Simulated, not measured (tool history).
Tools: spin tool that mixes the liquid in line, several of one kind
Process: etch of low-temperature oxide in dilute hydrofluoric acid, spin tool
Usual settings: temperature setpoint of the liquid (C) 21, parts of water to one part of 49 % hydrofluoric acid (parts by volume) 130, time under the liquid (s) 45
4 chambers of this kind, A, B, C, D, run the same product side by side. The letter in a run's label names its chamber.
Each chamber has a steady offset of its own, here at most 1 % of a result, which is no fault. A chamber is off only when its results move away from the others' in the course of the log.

run,hour,temperature setpoint of the liquid (C),parts of water to one part of 49 % hydrofluoric acid (parts by volume),time under the liquid (s),hours since the thermometer was replaced,hours since the hydrofluoric acid flow meter was replaced,"read-back film thickness of the low-temperature oxide reference wafer, read on the same gauge (nm)",thickness taken off the low-temperature oxide on a monitor wafer (nm)
1D,7.4,21,130,45,851.8,95.6,69.994,4.7378
2C,16.4,21,130,45,1091.2,707.5,69.986,4.6571
3B,23.3,21,130,45,1150.8,339.4,69.983,4.6984
4A,32.0,21,130,45,689.0,1117.0,70.018,4.6539
5D,39.7,21,130,45,884.1,127.9,69.975,4.7930
6C,44.5,21,130,55,1119.3,735.6,70.003,5.7486
7A,49.9,21,130,55,706.9,1134.9,70.035,5.7102
8B,55.8,21,130,55,1183.3,371.9,70.009,5.7326
9D,61.0,21,130,55,905.4,149.2,70.011,5.6881
10B,67.6,21,130,45,1195.1,383.7,69.995,4.7926
11A,73.2,21,130,45,730.2,1158.2,69.970,4.7574
12C,80.6,21,130,45,1155.4,771.7,70.008,4.6858
13D,86.6,21,130,45,931.0,174.8,70.032,4.7291
# hour 88.1: chamber A: hydrofluoric acid flow meter replaced
14C,95.1,21,130,45,1169.9,786.2,70.010,4.7053
15A,99.7,21,130,45,756.7,11.7,70.024,4.7187
16B,109.2,21,130,45,1236.7,425.3,70.008,4.9741
17D,117.9,19,130,55,962.3,206.1,69.997,5.3538
18C,122.4,19,130,55,1197.2,813.5,70.037,5.2728
19B,128.7,19,130,55,1256.2,444.8,70.011,5.6310
20A,134.5,19,130,55,791.5,46.5,70.016,5.2931
21C,139.1,21,130,55,1213.9,830.2,69.991,5.6771
22D,143.4,21,130,55,987.8,231.6,69.994,5.8354
23A,148.4,21,130,55,805.4,60.4,70.004,5.6665
24B,155.1,21,130,55,1282.6,471.2,70.003,6.1351

What goes on in this fleet: one chamber off, a drifting gauge, or nothing beyond the chambers' own small offsets? Name the chamber and the cause, if any.

Chamber B drifts away from the others.
Cause: hydrofluoric acid flow above the setpoint (%) = 7.13.
The log may not tell that from: liquid hotter than its thermometer reads (K).

Here are 4 candidates for chamber B's next run, each the usual settings with a change, their results left as question marks. Which one brings its results back in line with what the others give on the usual settings?
In line means no further than this from the other chambers' mean on the usual settings: thickness taken off the low-temperature oxide on a monitor wafer (nm) 0.1300
25B-1,162.1,19.0,130,45,,,,?
25B-2,162.1,23.0,130,45,,,,?
25B-3,162.1,21.5,130,45,,,,?
25B-4,162.1,20.5,130,45,,,,?

The other chambers' mean on the usual settings: thickness taken off the low-temperature oxide on a monitor wafer (nm) 4.7115
run,thickness taken off the low-temperature oxide on a monitor wafer (nm)
25B-1,4.7186
25B-2,5.5331
25B-3,5.2178
25B-4,5.0127
25B-1 brings the chamber back in line.
